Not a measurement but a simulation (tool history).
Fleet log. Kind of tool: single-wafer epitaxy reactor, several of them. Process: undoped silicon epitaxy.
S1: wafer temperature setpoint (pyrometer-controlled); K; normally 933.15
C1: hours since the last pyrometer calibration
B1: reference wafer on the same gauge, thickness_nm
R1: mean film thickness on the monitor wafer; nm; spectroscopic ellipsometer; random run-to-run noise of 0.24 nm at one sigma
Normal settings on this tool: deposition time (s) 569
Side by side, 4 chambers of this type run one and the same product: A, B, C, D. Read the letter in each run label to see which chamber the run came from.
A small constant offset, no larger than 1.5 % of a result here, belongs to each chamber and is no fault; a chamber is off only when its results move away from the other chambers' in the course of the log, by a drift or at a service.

Run 1C, day 0.15: usual settings; C1 575.8; B1 109.01. Result: R1 117.29 nm.
Run 2B, day 0.342: usual settings; C1 37.1; B1 108.98. Result: R1 119.93 nm.
Run 3A, day 0.479: usual settings; C1 271.9; B1 109.03. Result: R1 118.03 nm.
Run 4D, day 0.7: usual settings; C1 224.2; B1 109.01. Result: R1 118.41 nm.
Run 5D, day 0.983: usual settings; C1 231; B1 109.07. Result: R1 118.93 nm.
Run 6A, day 1.225: usual settings; C1 289.8; B1 109.07. Result: R1 117.74 nm.
Run 7B, day 1.388: usual settings; C1 62.2; B1 109.01. Result: R1 120.42 nm.
Run 8C, day 1.512: usual settings but deposition time (s) 609; C1 608.5; B1 108.95. Result: R1 125.55 nm.
Run 9D, day 1.696: usual settings but deposition time (s) 609; C1 248.1; B1 108.98. Result: R1 126.87 nm.
Run 10C, day 1.95: usual settings but deposition time (s) 609; C1 619; B1 109. Result: R1 125.7 nm.
Run 11A, day 2.092: usual settings but deposition time (s) 609; C1 310.6; B1 109.04. Result: R1 126.08 nm.
Run 12B, day 2.362: usual settings; C1 85.6; B1 109.03. Result: R1 119.8 nm.
Run 13B, day 2.533: usual settings but S1 947.15 K, deposition time (s) 459; C1 89.7; B1 108.97. Result: R1 130.39 nm.
Run 14A, day 2.708: usual settings but S1 947.15 K, deposition time (s) 459; C1 325.4; B1 109. Result: R1 127.47 nm.
Run 15D, day 2.929: usual settings but S1 947.15 K, deposition time (s) 459; C1 277.7; B1 108.97. Result: R1 128.49 nm.
Run 16C, day 3.142: usual settings but S1 947.15 K, deposition time (s) 459; C1 647.6; B1 109.01. Result: R1 127.72 nm.
Run 17C, day 3.288: usual settings but S1 947.15 K, deposition time (s) 461; C1 651.1; B1 109.03. Result: R1 128.78 nm.
Run 18A, day 3.567: usual settings but S1 947.15 K, deposition time (s) 461; C1 346; B1 109. Result: R1 127.17 nm.
Run 19B, day 3.846: usual settings but S1 947.15 K, deposition time (s) 461; C1 121.2; B1 108.98. Result: R1 130.82 nm.
Run 20D, day 4.042: usual settings but S1 947.15 K, deposition time (s) 461; C1 304.4; B1 109. Result: R1 128.75 nm.
Run 21C, day 4.167: usual settings; C1 672.2; B1 108.96. Result: R1 117.25 nm.
Run 22A, day 4.375: usual settings; C1 365.4; B1 109. Result: R1 117.89 nm.
Run 23D, day 4.517: usual settings; C1 315.8; B1 109.07. Result: R1 118.5 nm.
Run 24B, day 4.658: usual settings; C1 140.7; B1 108.95. Result: R1 119.97 nm.
Run 25C, day 4.825: usual settings; C1 688; B1 108.97. Result: R1 117.06 nm.
Run 26D, day 5.017: usual settings; C1 327.8; B1 109.02. Result: R1 118.97 nm.
Run 27A, day 5.167: usual settings; C1 384.4; B1 109.06. Result: R1 117.68 nm.
Run 28B, day 5.308: usual settings; C1 156.3; B1 109.02. Result: R1 120.09 nm.
Run 29B, day 5.521: usual settings but deposition time (s) 489; C1 161.4; B1 108.96. Result: R1 103.15 nm.
Run 30C, day 5.725: usual settings but deposition time (s) 489; C1 709.6; B1 108.98. Result: R1 100.7 nm.
Run 31D, day 5.883: usual settings but deposition time (s) 489; C1 348.6; B1 108.98. Result: R1 102.08 nm.
Run 32A, day 6.146: usual settings but deposition time (s) 489; C1 407.9; B1 109.01. Result: R1 100.71 nm.
Run 33C, day 6.35: usual settings; C1 724.6; B1 109.05. Result: R1 117.5 nm.
Run 34B, day 6.504: usual settings but S1 945.15 K, deposition time (s) 509; C1 185; B1 109.05. Result: R1 138.38 nm.
Run 35A, day 6.712: usual settings but S1 945.15 K, deposition time (s) 509; C1 421.5; B1 109.03. Result: R1 135.41 nm.
Run 36D, day 6.858: usual settings but S1 945.15 K, deposition time (s) 509; C1 372; B1 109. Result: R1 136.41 nm.
Run 37D, day 7.079: usual settings but S1 945.15 K, deposition time (s) 509; C1 377.3; B1 109.06. Result: R1 136.94 nm.
Run 38C, day 7.217: usual settings; C1 745.4; B1 109.03. Result: R1 117.1 nm.
Run 39B, day 7.496: usual settings; C1 208.8; B1 109. Result: R1 120.16 nm.
Run 40A, day 7.733: usual settings; C1 446; B1 108.97. Result: R1 117.61 nm.

Read the log: is a single chamber off, either drifting away or since a service, is the gauge that measures every chamber drifting, or is nothing wrong beyond small per-chamber offsets? Name any odd chamber and what most likely caused it.

No chamber is off and the gauge is stable; the differences are just each chamber's small, constant offset.

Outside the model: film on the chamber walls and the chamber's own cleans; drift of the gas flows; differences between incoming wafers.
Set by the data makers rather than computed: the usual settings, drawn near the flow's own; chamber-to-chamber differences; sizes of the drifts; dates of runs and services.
